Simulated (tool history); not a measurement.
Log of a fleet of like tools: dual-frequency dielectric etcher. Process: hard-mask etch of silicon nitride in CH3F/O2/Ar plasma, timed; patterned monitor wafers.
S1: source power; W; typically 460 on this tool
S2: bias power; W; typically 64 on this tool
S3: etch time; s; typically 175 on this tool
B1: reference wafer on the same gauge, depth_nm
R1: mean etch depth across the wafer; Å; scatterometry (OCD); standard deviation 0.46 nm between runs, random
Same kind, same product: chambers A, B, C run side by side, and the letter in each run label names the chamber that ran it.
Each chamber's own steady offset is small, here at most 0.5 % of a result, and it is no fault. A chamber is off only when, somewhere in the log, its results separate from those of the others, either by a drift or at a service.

run	hour	S1	S2	S3	B1	R1
1A	11.8	460	64	175	125.09	1242.2
2B	17.7	460	64	175	125	1238.9
3C	24.8	460	64	175	124.93	1233.7
# hour 28.5: chamber A: wet clean of the chamber
4C	31.9	460	64	175	125.07	1241.5
5B	37.5	460	64	175	125.07	1240.1
6A	45.5	460	64	175	124.97	1248.5
7A	53	460	64	175	124.97	1243.9
8C	58.4	460	64	191	124.95	1354
9B	68.7	460	64	191	125.14	1357.6
# hour 76.4: chamber B: source power generator calibrated
10C	78.1	460	64	191	124.94	1344.8
11A	86.5	460	64	175	125.07	1231.1
12B	95.4	460	64	175	125.04	1241
13A	106.9	460	64	175	125.08	1246
14B	117	460	64	175	125.11	1249.2
15C	128.2	460	64	175	125.07	1230.9
16C	133.5	460	64	175	124.9	1239.6
17A	143.2	580	79	175	124.96	1457.4
18B	150.6	580	79	175	124.95	1465.2
19B	159.8	580	79	175	124.96	1447.3
20A	168.9	460	64	175	125.03	1245.3
21C	174.7	510	64	175	125.16	1291.7
# hour 180.8: chamber B: wet clean of the chamber
22A	184.7	510	64	175	125.04	1294.5
23C	194	510	64	175	124.94	1284.1
24B	201.1	460	64	175	125	1286.2
# hour 204.8: chamber C: wet clean of the chamber
25B	209.9	460	64	175	124.91	1281.4
26A	219.6	410	56	175	125.03	1141.8
27C	226.2	410	56	175	125.07	1135.6
28B	235.3	410	56	175	125.06	1171.6
29C	244.9	370	64	140.5	125	913.57
30A	250.3	370	64	140.5	125.03	919.16
31B	260.6	370	64	140.5	124.96	942.42
32A	270.2	540	64	175	125.07	1321.4
33C	276	540	64	175	125.02	1324.7
34B	283.6	540	64	175	124.95	1362.9
35C	293	460	64	175	125.06	1236.9
36A	300.5	460	75	175	125.11	1317.8

All chambers now run identical settings, listed one chamber a line with results as question marks. What results will each chamber show?
37A	309.4	460	55	175		?
37B	309.4	460	55	175		?
37C	309.4	460	55	175		?

run	R1
37A	1193.9
37B	1215.3
37C	1182.4

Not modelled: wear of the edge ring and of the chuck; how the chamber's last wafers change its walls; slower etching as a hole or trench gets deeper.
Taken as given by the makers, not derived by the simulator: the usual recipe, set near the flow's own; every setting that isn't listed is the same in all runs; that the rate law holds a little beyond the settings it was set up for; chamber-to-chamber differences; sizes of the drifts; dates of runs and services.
